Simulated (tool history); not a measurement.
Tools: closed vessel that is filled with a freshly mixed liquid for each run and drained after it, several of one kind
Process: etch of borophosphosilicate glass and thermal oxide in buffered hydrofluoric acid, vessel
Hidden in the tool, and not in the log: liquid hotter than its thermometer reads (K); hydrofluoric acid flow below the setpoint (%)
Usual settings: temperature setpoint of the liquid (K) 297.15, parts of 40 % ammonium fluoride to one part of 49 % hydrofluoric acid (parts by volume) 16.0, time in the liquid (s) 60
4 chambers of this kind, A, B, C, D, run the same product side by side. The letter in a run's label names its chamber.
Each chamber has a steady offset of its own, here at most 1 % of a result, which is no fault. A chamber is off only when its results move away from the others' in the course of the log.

| run | hour | temperature setpoint of the liquid (K) | parts of 40 % ammonium fluoride to one part of 49 % hydrofluoric acid (parts by volume) | time in the liquid (s) | hours since the thermometer was replaced | hours since the hydrofluoric acid flow meter was replaced | read-back film thickness of the borophosphosilicate glass reference wafer, read on the same gauge (nm) | read-back film thickness of the thermal oxide reference wafer, read on the same gauge (nm) | thickness taken off the borophosphosilicate glass on a monitor wafer (Å) | thickness taken off the thermal oxide on a monitor wafer (Å) |
|---|---|---|---|---|---|---|---|---|---|---|
| 1C | 15.6 | 297.15 | 16.0 | 60 | 502.3 | 317.0 | 79.988 | 129.99 | 533.78 | 429.86 |
| 2A | 24.1 | 297.15 | 16.0 | 60 | 217.5 | 1906.3 | 80.002 | 130.05 | 527.93 | 428.20 |
|  | 24.9 | chamber C: thermometer replaced |
| 3D | 32.7 | 297.15 | 16.0 | 60 | 2057.4 | 705.1 | 79.993 | 130.00 | 530.03 | 430.86 |
| 4B | 47.1 | 297.15 | 16.0 | 60 | 459.9 | 922.6 | 80.056 | 129.99 | 525.23 | 427.47 |
| 5D | 55.8 | 297.15 | 16.0 | 60 | 2080.5 | 728.2 | 79.967 | 129.99 | 524.92 | 433.92 |
| 6A | 71.2 | 297.15 | 16.0 | 60 | 264.6 | 1953.4 | 80.011 | 130.03 | 530.43 | 427.39 |
| 7B | 80.3 | 297.15 | 16.0 | 60 | 493.1 | 955.8 | 79.998 | 130.00 | 523.24 | 427.10 |
| 8C | 87.4 | 297.15 | 16.0 | 60 | 62.5 | 388.8 | 79.981 | 129.99 | 525.65 | 432.61 |
| 9B | 95.5 | 297.15 | 16.0 | 60 | 508.3 | 971.0 | 79.986 | 130.03 | 526.60 | 429.54 |
| 10A | 109.9 | 297.15 | 16.0 | 60 | 303.3 | 1992.1 | 79.977 | 130.02 | 531.09 | 428.28 |
| 11C | 121.4 | 297.15 | 16.0 | 60 | 96.5 | 422.8 | 79.996 | 129.99 | 533.62 | 430.56 |
| 12D | 131.2 | 297.15 | 16.0 | 60 | 2155.9 | 803.6 | 79.968 | 129.99 | 527.34 | 432.09 |
| 13D | 141.6 | 297.15 | 16.0 | 80 | 2166.3 | 814.0 | 79.998 | 130.00 | 703.53 | 577.28 |
| 14C | 157.0 | 297.15 | 16.0 | 80 | 132.1 | 458.4 | 79.946 | 130.01 | 704.85 | 576.69 |
| 15A | 171.2 | 297.15 | 16.0 | 80 | 364.6 | 2053.4 | 79.941 | 130.00 | 704.80 | 573.89 |
| 16B | 182.1 | 297.15 | 16.0 | 80 | 594.9 | 1057.6 | 80.019 | 130.01 | 707.03 | 568.61 |
| 17B | 191.3 | 297.15 | 16.0 | 60 | 604.1 | 1066.8 | 79.996 | 130.02 | 523.82 | 430.46 |
| 18D | 204.6 | 297.15 | 16.0 | 60 | 2229.3 | 877.0 | 79.963 | 130.00 | 530.92 | 432.38 |
| 19C | 213.7 | 297.15 | 16.0 | 60 | 188.8 | 515.1 | 80.011 | 130.01 | 524.01 | 432.88 |
| 20A | 223.7 | 297.15 | 16.0 | 60 | 417.1 | 2105.9 | 79.998 | 130.03 | 527.71 | 427.53 |
|  | 226.7 | chamber D: hydrofluoric acid flow meter replaced |
| 21A | 234.7 | 297.15 | 11.5 | 70 | 428.1 | 2116.9 | 79.992 | 130.01 | 852.96 | 690.18 |
| 22C | 250.0 | 297.15 | 11.5 | 70 | 225.1 | 551.4 | 80.022 | 130.00 | 844.42 | 690.88 |
| 23D | 260.4 | 297.15 | 11.5 | 70 | 2285.1 | 33.8 | 80.029 | 129.99 | 842.83 | 694.40 |
| 24B | 275.1 | 297.15 | 11.5 | 70 | 687.9 | 1150.6 | 79.971 | 130.02 | 849.28 | 693.10 |
| 25A | 290.1 | 297.15 | 16.0 | 60 | 483.5 | 2172.3 | 79.991 | 129.99 | 535.15 | 426.69 |
| 26D | 304.1 | 297.15 | 16.0 | 60 | 2328.8 | 77.5 | 79.997 | 130.00 | 529.88 | 431.62 |
| 27B | 314.6 | 297.15 | 21.0 | 40 | 727.4 | 1190.1 | 80.008 | 130.00 | 269.25 | 220.71 |
| 28C | 323.3 | 297.15 | 21.0 | 40 | 298.4 | 624.7 | 79.972 | 130.00 | 271.74 | 224.14 |
| 29B | 330.8 | 297.15 | 21.0 | 40 | 743.6 | 1206.3 | 79.992 | 130.00 | 270.66 | 221.05 |

All 4 chambers run these settings next. Forecast each chamber's results:
| 30A | 342.5 | 293.15 | 16.0 | 60 |  |  |  |  | ? | ? |
| 30B | 342.5 | 293.15 | 16.0 | 60 |  |  |  |  | ? | ? |
| 30C | 342.5 | 293.15 | 16.0 | 60 |  |  |  |  | ? | ? |
| 30D | 342.5 | 293.15 | 16.0 | 60 |  |  |  |  | ? | ? |

| run | thickness taken off the borophosphosilicate glass on a monitor wafer (Å) | thickness taken off the thermal oxide on a monitor wafer (Å) |
|---|---|---|
| 30A | 425.88 | 344.18 |
| 30B | 423.43 | 342.82 |
| 30C | 424.70 | 346.00 |
| 30D | 420.23 | 343.54 |
